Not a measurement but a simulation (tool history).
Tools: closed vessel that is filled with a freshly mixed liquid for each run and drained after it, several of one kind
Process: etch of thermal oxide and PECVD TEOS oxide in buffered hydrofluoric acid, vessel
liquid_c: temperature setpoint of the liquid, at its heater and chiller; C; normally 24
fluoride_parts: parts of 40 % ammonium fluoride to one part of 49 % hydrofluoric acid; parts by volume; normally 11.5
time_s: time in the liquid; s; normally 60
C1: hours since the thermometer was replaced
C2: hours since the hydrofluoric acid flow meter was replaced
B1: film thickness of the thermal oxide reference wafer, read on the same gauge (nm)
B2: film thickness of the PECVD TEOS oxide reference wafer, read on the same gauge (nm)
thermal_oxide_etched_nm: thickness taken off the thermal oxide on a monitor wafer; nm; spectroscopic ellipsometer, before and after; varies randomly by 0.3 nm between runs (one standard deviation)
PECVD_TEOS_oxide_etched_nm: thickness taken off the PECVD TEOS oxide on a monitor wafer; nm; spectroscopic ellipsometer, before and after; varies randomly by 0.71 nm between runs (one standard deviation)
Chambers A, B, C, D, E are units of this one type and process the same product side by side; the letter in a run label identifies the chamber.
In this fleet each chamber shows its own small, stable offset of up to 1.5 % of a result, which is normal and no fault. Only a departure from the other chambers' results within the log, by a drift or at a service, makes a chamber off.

Run 1E, hour 6: usual settings; C1 1134.1; C2 433.8; B1 39.984; B2 110. Result: thermal_oxide_etched_nm 61.573 nm, PECVD_TEOS_oxide_etched_nm 87.791 nm.
Run 2C, hour 16.7: usual settings; C1 196.9; C2 628.3; B1 40.018; B2 109.99. Result: thermal_oxide_etched_nm 61.843 nm, PECVD_TEOS_oxide_etched_nm 88.739 nm.
Run 3A, hour 22.4: usual settings; C1 241.1; C2 285.7; B1 39.992; B2 110.01. Result: thermal_oxide_etched_nm 61.822 nm, PECVD_TEOS_oxide_etched_nm 88.039 nm.
Run 4B, hour 30: usual settings; C1 594.8; C2 410.9; B1 39.99; B2 109.99. Result: thermal_oxide_etched_nm 61.212 nm, PECVD_TEOS_oxide_etched_nm 88.369 nm.
Run 5D, hour 36.6: usual settings; C1 1293.1; C2 1471.4; B1 39.999; B2 110. Result: thermal_oxide_etched_nm 62.74 nm, PECVD_TEOS_oxide_etched_nm 87.809 nm.
Run 6D, hour 43.7: usual settings; C1 1300.2; C2 1478.5; B1 39.983; B2 109.99. Result: thermal_oxide_etched_nm 62.969 nm, PECVD_TEOS_oxide_etched_nm 88.856 nm.
Run 7B, hour 50.8: usual settings; C1 615.6; C2 431.7; B1 39.994; B2 110.01. Result: thermal_oxide_etched_nm 60.953 nm, PECVD_TEOS_oxide_etched_nm 88.722 nm.
At hour 58.5: chamber D: thermometer replaced.
Run 8A, hour 59.3: usual settings; C1 278; C2 322.6; B1 39.995; B2 109.99. Result: thermal_oxide_etched_nm 61.615 nm, PECVD_TEOS_oxide_etched_nm 87.931 nm.
At hour 69.2: chamber D: hydrofluoric acid flow meter replaced.
Run 9E, hour 70.1: usual settings; C1 1198.2; C2 497.9; B1 40.01; B2 110. Result: thermal_oxide_etched_nm 61.677 nm, PECVD_TEOS_oxide_etched_nm 88.763 nm.
Run 10C, hour 76.4: usual settings; C1 256.6; C2 688; B1 39.993; B2 110.01. Result: thermal_oxide_etched_nm 61.797 nm, PECVD_TEOS_oxide_etched_nm 87.907 nm.
Run 11E, hour 86.4: usual settings; C1 1214.5; C2 514.2; B1 39.98; B2 110.01. Result: thermal_oxide_etched_nm 62.668 nm, PECVD_TEOS_oxide_etched_nm 88.296 nm.
Run 12A, hour 96.9: usual settings; C1 315.6; C2 360.2; B1 39.977; B2 110.03. Result: thermal_oxide_etched_nm 61.695 nm, PECVD_TEOS_oxide_etched_nm 87.454 nm.
Run 13B, hour 104.8: usual settings; C1 669.6; C2 485.7; B1 39.981; B2 109.99. Result: thermal_oxide_etched_nm 61.41 nm, PECVD_TEOS_oxide_etched_nm 88.256 nm.
Run 14C, hour 114: usual settings; C1 294.2; C2 725.6; B1 40.011; B2 109.98. Result: thermal_oxide_etched_nm 60.908 nm, PECVD_TEOS_oxide_etched_nm 86.902 nm.
Run 15D, hour 123.8: usual settings; C1 65.4; C2 54.7; B1 40.01; B2 109.99. Result: thermal_oxide_etched_nm 62.112 nm, PECVD_TEOS_oxide_etched_nm 88.349 nm.
Run 16E, hour 135.1: usual settings but time_s 45 s; C1 1263.2; C2 562.9; B1 39.995; B2 109.98. Result: thermal_oxide_etched_nm 46.049 nm, PECVD_TEOS_oxide_etched_nm 65.274 nm.
Run 17C, hour 146.6: usual settings but time_s 45 s; C1 326.8; C2 758.2; B1 39.995; B2 109.98. Result: thermal_oxide_etched_nm 46.027 nm, PECVD_TEOS_oxide_etched_nm 67.319 nm.
At hour 152.2: chamber E: thermometer replaced.
Run 18B, hour 153.8: usual settings but time_s 45 s; C1 718.6; C2 534.7; B1 39.995; B2 110. Result: thermal_oxide_etched_nm 46.173 nm, PECVD_TEOS_oxide_etched_nm 65.788 nm.
Run 19D, hour 163.3: usual settings but time_s 45 s; C1 104.9; C2 94.2; B1 40.001; B2 110. Result: thermal_oxide_etched_nm 46.847 nm, PECVD_TEOS_oxide_etched_nm 66.185 nm.
Run 20A, hour 169.3: usual settings but time_s 45 s; C1 388; C2 432.6; B1 39.999; B2 110. Result: thermal_oxide_etched_nm 46.294 nm, PECVD_TEOS_oxide_etched_nm 65.438 nm.
Run 21A, hour 179.1: usual settings; C1 397.8; C2 442.4; B1 39.994; B2 110. Result: thermal_oxide_etched_nm 61.821 nm, PECVD_TEOS_oxide_etched_nm 86.945 nm.
Run 22B, hour 186.8: usual settings; C1 751.6; C2 567.7; B1 40.021; B2 110.02. Result: thermal_oxide_etched_nm 61.909 nm, PECVD_TEOS_oxide_etched_nm 88.877 nm.
Run 23E, hour 195.2: usual settings; C1 43.1; C2 623; B1 40.001; B2 109.98. Result: thermal_oxide_etched_nm 61.985 nm, PECVD_TEOS_oxide_etched_nm 89.257 nm.
Run 24C, hour 201.8: usual settings; C1 382; C2 813.4; B1 40.032; B2 109.99. Result: thermal_oxide_etched_nm 61.81 nm, PECVD_TEOS_oxide_etched_nm 88.089 nm.
Run 25D, hour 211.6: usual settings; C1 153.2; C2 142.5; B1 40.008; B2 109.99. Result: thermal_oxide_etched_nm 62.467 nm, PECVD_TEOS_oxide_etched_nm 88.15 nm.
Run 26A, hour 223.2: usual settings; C1 441.9; C2 486.5; B1 39.999; B2 109.98. Result: thermal_oxide_etched_nm 61.834 nm, PECVD_TEOS_oxide_etched_nm 87.864 nm.
Run 27E, hour 233.2: usual settings; C1 81.1; C2 661; B1 40.014; B2 110. Result: thermal_oxide_etched_nm 62.011 nm, PECVD_TEOS_oxide_etched_nm 89.183 nm.
Run 28B, hour 240.7: usual settings; C1 805.5; C2 621.6; B1 40.01; B2 110. Result: thermal_oxide_etched_nm 61.102 nm, PECVD_TEOS_oxide_etched_nm 88.279 nm.
Run 29C, hour 246.7: usual settings; C1 426.9; C2 858.3; B1 39.998; B2 109.99. Result: thermal_oxide_etched_nm 61.35 nm, PECVD_TEOS_oxide_etched_nm 89.453 nm.
Run 30D, hour 256.7: usual settings; C1 198.3; C2 187.6; B1 40.003; B2 110. Result: thermal_oxide_etched_nm 62.637 nm, PECVD_TEOS_oxide_etched_nm 87.657 nm.
Run 31B, hour 263.4: usual settings; C1 828.2; C2 644.3; B1 39.997; B2 110. Result: thermal_oxide_etched_nm 61.587 nm, PECVD_TEOS_oxide_etched_nm 89.315 nm.
Run 32A, hour 269.8: usual settings; C1 488.5; C2 533.1; B1 39.995; B2 109.99. Result: thermal_oxide_etched_nm 61.556 nm, PECVD_TEOS_oxide_etched_nm 87.72 nm.
At hour 271.3: chamber B: thermometer replaced.
Run 33C, hour 274.9: usual settings; C1 455.1; C2 886.5; B1 39.988; B2 110. Result: thermal_oxide_etched_nm 61.688 nm, PECVD_TEOS_oxide_etched_nm 88.166 nm.
Run 34E, hour 282.8: usual settings; C1 130.7; C2 710.6; B1 40.019; B2 110. Result: thermal_oxide_etched_nm 61.975 nm, PECVD_TEOS_oxide_etched_nm 88.861 nm.
Run 35D, hour 293.7: usual settings; C1 235.3; C2 224.6; B1 39.99; B2 109.99. Result: thermal_oxide_etched_nm 62.751 nm, PECVD_TEOS_oxide_etched_nm 89.087 nm.
Run 36D, hour 305.1: usual settings; C1 246.7; C2 236; B1 40.006; B2 110. Result: thermal_oxide_etched_nm 62.197 nm, PECVD_TEOS_oxide_etched_nm 87.654 nm.
Run 37E, hour 313.7: usual settings; C1 161.6; C2 741.5; B1 40.006; B2 110. Result: thermal_oxide_etched_nm 62.673 nm, PECVD_TEOS_oxide_etched_nm 89.064 nm.
Run 38C, hour 319: usual settings; C1 499.2; C2 930.6; B1 40.001; B2 110. Result: thermal_oxide_etched_nm 61.686 nm, PECVD_TEOS_oxide_etched_nm 88.739 nm.
Run 39A, hour 330.2: usual settings; C1 548.9; C2 593.5; B1 40.002; B2 110.01. Result: thermal_oxide_etched_nm 61.786 nm, PECVD_TEOS_oxide_etched_nm 86.823 nm.
Run 40B, hour 336.6: usual settings; C1 65.3; C2 717.5; B1 40.012; B2 110.01. Result: thermal_oxide_etched_nm 61.763 nm, PECVD_TEOS_oxide_etched_nm 88.179 nm.
Run 41B, hour 346.5: usual settings but fluoride_parts 15.5 parts by volume; C1 75.2; C2 727.4; B1 39.987; B2 110.02. Result: thermal_oxide_etched_nm 46.34 nm, PECVD_TEOS_oxide_etched_nm 66.236 nm.
Run 42A, hour 354.4: usual settings but fluoride_parts 15.5 parts by volume; C1 573.1; C2 617.7; B1 39.996; B2 110.02. Result: thermal_oxide_etched_nm 46.162 nm, PECVD_TEOS_oxide_etched_nm 65.25 nm.

All 5 chambers run these settings next. Forecast each chamber's results:
Run 43A, hour 362.8: usual settings but fluoride_parts 7.5 parts by volume. Result: thermal_oxide_etched_nm ?, PECVD_TEOS_oxide_etched_nm ?.
Run 43B, hour 362.8: usual settings but fluoride_parts 7.5 parts by volume. Result: thermal_oxide_etched_nm ?, PECVD_TEOS_oxide_etched_nm ?.
Run 43C, hour 362.8: usual settings but fluoride_parts 7.5 parts by volume. Result: thermal_oxide_etched_nm ?, PECVD_TEOS_oxide_etched_nm ?.
Run 43D, hour 362.8: usual settings but fluoride_parts 7.5 parts by volume. Result: thermal_oxide_etched_nm ?, PECVD_TEOS_oxide_etched_nm ?.
Run 43E, hour 362.8: usual settings but fluoride_parts 7.5 parts by volume. Result: thermal_oxide_etched_nm ?, PECVD_TEOS_oxide_etched_nm ?.

run  thermal_oxide_etched_nm  PECVD_TEOS_oxide_etched_nm
43A                   91.587                      128.95
43B                   90.906                      130.53
43C                   91.875                      131.12
43D                   92.154                      132.69
43E                   92.214                      131.37
